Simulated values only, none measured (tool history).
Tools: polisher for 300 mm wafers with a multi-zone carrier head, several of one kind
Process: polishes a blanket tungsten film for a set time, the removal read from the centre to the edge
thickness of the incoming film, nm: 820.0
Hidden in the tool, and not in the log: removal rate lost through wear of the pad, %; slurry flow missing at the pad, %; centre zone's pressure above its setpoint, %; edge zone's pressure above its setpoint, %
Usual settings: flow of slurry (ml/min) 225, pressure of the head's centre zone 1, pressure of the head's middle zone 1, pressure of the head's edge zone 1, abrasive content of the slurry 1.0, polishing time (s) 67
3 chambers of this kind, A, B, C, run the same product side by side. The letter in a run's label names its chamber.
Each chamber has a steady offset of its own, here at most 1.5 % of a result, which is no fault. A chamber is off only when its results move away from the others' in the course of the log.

run   hour  flow of slurry (ml/min)  pressure of the head's centre zone  pressure of the head's middle zone  pressure of the head's edge zone  abrasive content of the slurry  polishing time (s)  wafers polished on this pad  hours since the slurry nozzle was cleaned  hours since the centre zone pressure was calibrated  hours since the edge zone pressure was calibrated  film removed at the wafer's centre (Å)  film removed at mid-radius (Å)  film removed at the wafer's edge (Å)
 1B    8.8                      225                                   1                                   1                                 1                             1.0                  67                         1498                                       18.8                                                284.3                                              726.6                                  2496.9                          2449.9                                2526.9
      12.5  -- chamber B: worn pad replaced by a new one
 2C   15.0                      225                                   1                                   1                                 1                             1.0                  67                          444                                      694.5                                                889.2                                              477.1                                  2499.9                          2504.4                                2516.7
 3A   22.9                      225                                   1                                   1                                 1                             1.0                  67                          565                                      184.3                                                205.8                                              753.1                                  2525.4                          2502.3                                2508.5
 4B   29.5                      225                                   1                                   1                                 1                             1.0                  67                          234                                       39.5                                                305.0                                              747.3                                  2506.7                          2461.4                                2497.6
      34.5  -- chamber A: worn pad replaced by a new one
 5A   36.0                      225                                   1                                   1                                 1                             1.0                  67                           21                                      197.4                                                218.9                                              766.2                                  2499.4                          2522.7                                2574.2
 6C   44.7                      225                                   1                                   1                                 1                             1.0                  67                          852                                      724.2                                                918.9                                              506.8                                  2517.4                          2541.0                                2545.0
      50.5  -- chamber C: slurry nozzle cleaned
 7C   51.0                      225                                   1                                   1                                 1                             1.0                  67                          939                                        0.5                                                925.2                                              513.1                                  2481.4                          2504.0                                2566.1
      52.7  -- chamber C: worn pad replaced by a new one
      56.1  -- chamber B: centre zone pressure recalibrated
 8A   57.0                      225                                   1                                   1                                 1                             1.0                  67                          310                                      218.4                                                239.9                                              787.2                                  2509.9                          2505.3                                2467.8
 9B   66.4                      225                                   1                                   1                                 1                             1.0                  67                          741                                       76.4                                                 10.4                                              784.2                                  2513.9                          2492.6                                2525.9
10A   77.6                      225                                   1                                   1                                 1                             1.0                  77                          592                                      239.0                                                260.5                                              807.8                                  2853.8                          2854.6                                2867.2
11B   85.1                      225                                   1                                   1                                 1                             1.0                  77                          998                                       95.1                                                 29.1                                              802.9                                  2877.4                          2859.1                                2854.5
      85.6  -- chamber A: worn pad replaced by a new one
      91.1  -- chamber C: centre zone pressure recalibrated
12C   96.0                      225                                   1                                   1                                 1                             1.0                  77                          595                                       45.5                                                  5.0                                              558.1                                  3095.8                          2840.1                                2895.7
13C  102.8                      225                                   1                                   1                                 1                             1.0                  67                          688                                       52.3                                                 11.8                                              564.9                                  2705.0                          2490.5                                2512.1
     105.9  -- chamber B: worn pad replaced by a new one
14B  108.7                      225                                   1                                   1                                 1                             1.0                  67                           39                                      118.7                                                 52.7                                              826.5                                  2473.8                          2455.5                                2512.5
15A  114.8                      225                                   1                                   1                                 1                             1.0                  67                          401                                      276.2                                                297.7                                              845.0                                  2517.6                          2526.9                                2509.2
16C  120.9                      225                                   1                                   1                                 1                             1.0                  67                          937                                       70.4                                                 29.9                                              583.0                                  2669.5                          2490.2                                2510.7
     130.8  -- chamber C: worn pad replaced by a new one
17A  131.6                      225                                   1                                   1                                 1                             1.0                  67                          632                                      293.0                                                314.5                                              861.8                                  2482.0                          2508.4                                2479.6
18B  140.5                      225                                   1                                   1                                 1                             1.0                  67                          475                                      150.5                                                 84.5                                              858.3                                  2510.6                          2466.6                                2545.2
     142.3  -- chamber A: worn pad replaced by a new one
19C  147.6                      225                                   1                                   1                                 1                             1.0                  67                          230                                       97.1                                                 56.6                                              609.7                                  2693.6                          2503.6                                2583.5
20B  155.1                      225                                   1                                   1                                 1                             1.0                  67                          676                                      165.1                                                 99.1                                              872.9                                  2515.5                          2494.8                                2521.5
21A  162.6                      225                                   1                                   1                                 1                             1.0                  52                          279                                      324.0                                                345.5                                              892.8                                  1958.4                          1994.1                                1925.4
22C  168.8                      225                                   1                                   1                                 1                             1.0                  52                          522                                      118.3                                                 77.8                                              630.9                                  2106.6                          1977.3                                1922.5
     171.9  -- chamber A: edge zone pressure recalibrated
23A  178.0                      225                                   1                                   1                                 1                             1.0                  52                          490                                      339.4                                                360.9                                                6.2                                  1955.6                          1944.8                                1982.0
24B  188.4                      225                                   1                                   1                                 1                             1.2                  67                         1133                                      198.4                                                132.4                                              906.2                                  2619.0                          2608.5                                2634.4
     191.9  -- chamber A: worn pad replaced by a new one
25C  194.7                      225                                   1                                   1                                 1                             1.2                  67                          877                                      144.2                                                103.7                                              656.8                                  2826.8                          2605.5                                2622.8
26B  200.5                      225                                   1                                   1                                 1                             1.2                  67                         1299                                      210.5                                                144.5                                              918.3                                  2622.7                          2591.3                                2647.9
27A  211.0                      225                                   1                                   1                                 1                             1.0                  67                          263                                      372.4                                                393.9                                               39.2                                  2500.9                          2599.3                                2554.9
     211.1  -- chamber B: worn pad replaced by a new one
     216.1  -- chamber C: worn pad replaced by a new one
28A  218.7                      225                                   1                                   1                                 1                             1.0                  67                          369                                      380.1                                                401.6                                               46.9                                  2536.0                          2578.0                                2486.6
29C  226.2                      225                                   1                                   1                                 1                             1.0                  67                          139                                      175.7                                                135.2                                              688.3                                  2705.8                          2521.8                                2517.6
30B  235.5                      225                                   1                                   1                                 1                             1.0                  67                          335                                      245.5                                                179.5                                              953.3                                  2471.3                          2467.5                                2506.0
31C  243.3                      225                                   1                                   1                                 1                             1.0                  67                          374                                      192.8                                                152.3                                              705.4                                  2691.9                          2490.6                                2527.3
32A  249.6                      225                                   1                                   1                                 1                             1.0                  67                          793                                      411.0                                                432.5                                               77.8                                  2518.3                          2480.1                                2501.1
33B  256.0                      225                                   1                                   1                                 1                             1.0                  67                          616                                      266.0                                                200.0                                              973.8                                  2512.5                          2527.7                                2446.8

Next, every chamber runs the same settings. What will each give?
34A  264.0                      225                                   1                                   1                                 1                             0.8                  67                                                                                                                                                                                                                       ?                               ?                                     ?
34B  264.0                      225                                   1                                   1                                 1                             0.8                  67                                                                                                                                                                                                                       ?                               ?                                     ?
34C  264.0                      225                                   1                                   1                                 1                             0.8                  67                                                                                                                                                                                                                       ?                               ?                                     ?

run  film removed at the wafer's centre (Å)  film removed at mid-radius (Å)  film removed at the wafer's edge (Å)
34A                                  2372.0                          2399.3                                2398.7
34B                                  2370.2                          2347.1                                2382.1
34C                                  2533.7                          2389.5                                2390.1
